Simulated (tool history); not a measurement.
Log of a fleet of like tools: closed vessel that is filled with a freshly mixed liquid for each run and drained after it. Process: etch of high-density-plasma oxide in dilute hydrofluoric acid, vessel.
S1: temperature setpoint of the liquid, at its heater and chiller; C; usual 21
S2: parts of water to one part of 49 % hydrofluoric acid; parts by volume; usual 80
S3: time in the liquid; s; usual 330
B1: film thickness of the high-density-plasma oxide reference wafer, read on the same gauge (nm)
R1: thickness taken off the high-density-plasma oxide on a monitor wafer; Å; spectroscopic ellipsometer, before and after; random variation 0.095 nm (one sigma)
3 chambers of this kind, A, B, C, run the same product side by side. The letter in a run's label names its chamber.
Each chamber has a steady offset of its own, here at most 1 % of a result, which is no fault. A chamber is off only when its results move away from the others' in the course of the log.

run	hour	S1	S2	S3	B1	R1
1A	5.8	21	80	330	30.020	190.87
2C	11.7	21	80	330	29.992	191.97
3B	17.2	21	80	330	30.028	190.58
4A	22.5	21	80	330	30.001	193.35
5C	31.3	21	80	330	30.013	189.40
6B	36.8	21	80	330	30.025	190.33
7A	41.0	21	80	485	30.020	284.27
8C	50.5	21	80	485	30.008	280.29
9B	57.4	21	80	485	30.023	282.27
10A	67.0	21	80	330	30.051	192.08
11B	71.9	21	80	330	30.028	188.89
# hour 79.7: chamber C: thermometer replaced
12C	81.6	21	80	330	30.045	190.88
13B	88.2	21	80	330	30.019	191.19
14A	93.0	24	45	330	29.987	401.78
15C	101.1	24	45	330	29.959	397.35
16A	108.7	24	45	330	29.975	407.46
17B	117.5	21	80	330	30.025	190.28
18C	123.1	17	80	330	29.998	163.20
19A	129.0	17	80	330	29.978	161.53
20C	138.0	17	80	330	30.007	163.17
21B	145.8	21	80	330	29.994	190.36
22C	153.8	21	80	330	30.005	191.52
23B	158.9	21	80	330	29.965	190.99
24A	164.0	21	80	330	29.983	192.33
25C	171.0	21	80	330	29.994	191.42
26A	177.3	21	80	330	30.003	190.16
27B	184.5	21	80	330	30.010	191.41
28B	193.2	21	80	330	29.991	191.15
29A	201.7	21	80	330	29.988	192.91
30C	208.2	21	80	330	30.004	192.34
31A	216.6	21	80	330	30.031	192.27

All 3 chambers run these settings next. Forecast each chamber's results:
32A	223.6	21	80	440		?
32B	223.6	21	80	440		?
32C	223.6	21	80	440		?

run	R1
32A	256.87
32B	253.70
32C	257.24
